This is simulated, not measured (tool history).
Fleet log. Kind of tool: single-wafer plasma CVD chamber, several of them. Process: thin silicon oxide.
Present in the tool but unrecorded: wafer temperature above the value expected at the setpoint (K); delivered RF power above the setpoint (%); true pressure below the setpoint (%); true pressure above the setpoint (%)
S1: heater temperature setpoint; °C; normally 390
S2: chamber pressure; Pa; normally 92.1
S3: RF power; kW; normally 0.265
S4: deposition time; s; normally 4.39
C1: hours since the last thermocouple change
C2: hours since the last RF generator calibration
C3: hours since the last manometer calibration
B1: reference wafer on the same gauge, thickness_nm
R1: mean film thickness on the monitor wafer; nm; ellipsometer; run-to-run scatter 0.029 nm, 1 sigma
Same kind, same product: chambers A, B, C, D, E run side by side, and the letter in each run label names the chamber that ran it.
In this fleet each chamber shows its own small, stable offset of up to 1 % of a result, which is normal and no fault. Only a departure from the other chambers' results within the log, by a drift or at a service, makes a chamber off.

run,day,S1,S2,S3,S4,C1,C2,C3,B1,R1
1C,0.288,390,92.1,0.265,4.39,15.6,166.4,421.4,7.3853,6.6401
2D,0.438,390,92.1,0.265,4.39,1653.0,621.4,1367.0,7.3879,6.6173
3B,0.583,390,92.1,0.265,4.39,952.9,71.6,1242.2,7.3845,6.7104
4A,0.817,390,92.1,0.265,4.39,556.2,70.3,350.8,7.3878,6.6327
# day 0.833: chamber E: RF generator calibrated
5E,1.017,390,85.3,0.265,4.39,2095.6,4.5,327.0,7.3873,6.0902
6B,1.300,390,85.3,0.265,4.39,970.1,88.8,1259.4,7.3900,6.1620
7D,1.550,390,85.3,0.265,4.39,1679.7,648.1,1393.7,7.3885,6.1043
# day 1.675: chamber D: thermocouple changed; heater temperature recalibrated
8C,1.675,390,85.3,0.265,4.39,48.9,199.7,454.7,7.3895,6.0645
9A,1.938,390,85.3,0.265,4.39,583.1,97.2,377.7,7.3940,6.1085
10E,2.112,378,92.1,0.265,3.60,2121.9,30.8,353.3,7.3932,5.5162
11C,2.279,378,92.1,0.265,3.60,63.4,214.2,469.2,7.3843,5.4590
12D,2.408,378,92.1,0.265,3.60,17.7,668.7,1414.3,7.3880,5.4573
13B,2.533,378,92.1,0.265,3.60,999.7,118.4,1289.0,7.3971,5.5084
# day 2.650: chamber D: capacitance manometer re-zeroed and calibrated
14A,2.821,378,92.1,0.265,3.60,604.3,118.4,398.9,7.3903,5.5210
15E,3.071,390,92.1,0.265,4.39,2144.9,53.8,376.3,7.3939,6.7271
16C,3.271,390,92.1,0.265,4.97,87.2,238.0,493.0,7.3912,7.4795
17E,3.479,390,92.1,0.265,4.97,2154.7,63.6,386.1,7.3897,7.6041
18B,3.738,390,92.1,0.265,4.97,1028.6,147.3,1317.9,7.3917,7.5704
19D,3.996,390,92.1,0.265,4.97,55.8,706.8,32.3,7.3917,7.4737
20A,4.142,390,92.1,0.265,4.97,636.0,150.1,430.6,7.3899,7.5476
21B,4.275,390,92.1,0.265,3.65,1041.5,160.2,1330.8,7.3904,5.5600
22C,4.450,390,92.1,0.265,3.65,115.5,266.3,521.3,7.3838,5.4714
# day 4.533: chamber E: thermocouple changed; heater temperature recalibrated
23A,4.700,390,92.1,0.265,3.65,649.4,163.5,444.0,7.3888,5.5145
24E,4.967,390,92.1,0.265,3.65,10.5,99.3,421.8,7.3905,5.6739
25D,5.212,390,92.1,0.265,3.65,85.0,736.0,61.5,7.3904,5.4977
26D,5.350,390,92.1,0.265,4.39,88.3,739.3,64.8,7.3931,6.6590
27E,5.588,390,92.1,0.265,4.39,25.4,114.2,436.7,7.3863,6.8657
28A,5.729,390,92.1,0.265,4.39,674.1,188.2,468.7,7.3868,6.6533
29B,5.883,390,92.1,0.265,4.39,1080.1,198.8,1369.4,7.3834,6.7207
30C,6.154,390,92.1,0.265,4.39,156.4,307.2,562.2,7.3928,6.6244
31B,6.279,390,92.1,0.265,4.39,1089.6,208.3,1378.9,7.3882,6.6994
32E,6.458,390,92.1,0.265,4.39,46.3,135.1,457.6,7.3911,6.9092

Which is it: a chamber that has drifted or been left off by a service, a gauge drift common to all chambers, or only each chamber's usual small offset? If a chamber is off, name it and its likeliest cause.

One chamber, E, drifts off from the rest bit by bit.
Likeliest cause: true pressure above the setpoint (%) = 3.84.

Below are 4 candidate recipes for chamber E's next run, each the usual settings with a change, their results shown as question marks. Which of them brings E's results back in line with what the other chambers give on the usual settings?
In line means no further than this from the other chambers' mean on the usual settings: R1 0.1000 nm
33E-1,6.667,390,90.3,0.265,4.33,,,,,?
33E-2,6.667,390,94.1,0.265,4.45,,,,,?
33E-3,6.667,390,92.9,0.265,4.39,,,,,?
33E-4,6.667,390,92.1,0.265,4.35,,,,,?

The mean the other chambers reach with the usual settings: R1 6.6510 nm
run,R1
33E-1,6.6574
33E-2,7.1436
33E-3,6.9550
33E-4,6.8306
33E-1 puts the chamber back in line with the other chambers.
